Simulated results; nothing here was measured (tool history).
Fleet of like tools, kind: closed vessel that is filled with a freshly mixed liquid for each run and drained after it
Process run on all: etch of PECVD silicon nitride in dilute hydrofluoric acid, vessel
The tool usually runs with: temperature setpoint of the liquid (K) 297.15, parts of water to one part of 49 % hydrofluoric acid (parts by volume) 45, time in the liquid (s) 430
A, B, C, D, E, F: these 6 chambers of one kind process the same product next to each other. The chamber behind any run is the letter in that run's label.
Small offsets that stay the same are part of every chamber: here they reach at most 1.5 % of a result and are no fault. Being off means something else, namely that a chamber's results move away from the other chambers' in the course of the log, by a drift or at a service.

run	hour	temperature setpoint of the liquid (K)	parts of water to one part of 49 % hydrofluoric acid (parts by volume)	time in the liquid (s)	read-back film thickness of the PECVD silicon nitride reference wafer, read on the same gauge (nm)	thickness taken off the PECVD silicon nitride on a monitor wafer (Å)
1B	8.2	297.15	45	430	139.99	535.66
2A	22.1	297.15	45	430	140.01	534.23
3F	29.0	297.15	45	430	140.02	537.04
4D	36.0	297.15	45	430	140.01	525.46
5E	49.4	297.15	45	430	139.99	528.27
6C	61.6	297.15	45	430	140.02	541.99
7F	69.8	297.15	45	430	139.99	540.51
8E	83.4	297.15	45	430	140.00	529.80
9C	96.8	297.15	45	430	139.97	538.66
# hour 99.8: chamber C: hydrofluoric acid flow meter replaced
10A	110.0	297.15	45	430	140.02	537.49
11D	119.4	297.15	45	430	140.01	539.24
12B	128.1	297.15	45	430	140.00	530.80
13A	140.9	297.15	45	430	140.01	528.93
14E	151.2	297.15	45	430	139.99	546.32
15C	160.6	297.15	45	430	139.99	538.37
16B	167.1	297.15	45	430	140.00	536.53
17D	179.1	297.15	45	430	139.99	532.65
18F	188.7	293.15	45	430	140.01	405.60
# hour 191.7: chamber D: hydrofluoric acid flow meter replaced
19D	200.1	293.15	45	430	140.02	405.53
20C	210.1	293.15	45	430	140.01	413.13
21E	222.3	293.15	45	430	140.01	425.12
22F	231.7	293.15	45	430	140.00	402.40
23A	244.7	293.15	45	430	140.00	412.65
24B	250.8	297.15	45	430	140.03	531.89
25A	261.1	297.15	45	430	140.01	538.81
26F	271.1	297.15	45	430	140.00	534.06
27D	279.3	297.15	45	430	140.02	524.65
28B	292.2	297.15	45	430	139.99	533.26
29E	302.2	297.15	55	565	140.02	612.62
30C	312.5	297.15	55	565	139.99	593.88
31D	323.1	297.15	55	565	140.00	579.52
32C	330.9	297.15	55	565	139.98	587.45
33B	343.5	297.15	55	565	139.99	571.19
34A	353.9	297.15	55	565	140.00	582.43
# hour 355.9: chamber D: thermometer replaced
35E	365.5	297.15	45	430	140.01	583.69
36F	374.6	297.15	40	430	139.99	603.45
37D	380.6	297.15	40	430	140.02	604.05
38A	387.5	297.15	40	430	140.00	588.86
39C	398.4	297.15	40	430	140.00	610.79
40E	409.4	297.15	40	430	139.99	658.47
41F	418.3	297.15	40	430	140.01	588.37
42B	428.2	297.15	45	430	140.02	536.46
43B	440.5	297.15	45	430	139.99	533.07

All 6 chambers run these settings next. Forecast each chamber's results:
44A	450.4	297.15	45	430		?
44B	450.4	297.15	45	430		?
44C	450.4	297.15	45	430		?
44D	450.4	297.15	45	430		?
44E	450.4	297.15	45	430		?
44F	450.4	297.15	45	430		?

run	thickness taken off the PECVD silicon nitride on a monitor wafer (Å)
44A	534.76
44B	529.41
44C	545.22
44D	533.79
44E	598.43
44F	533.94
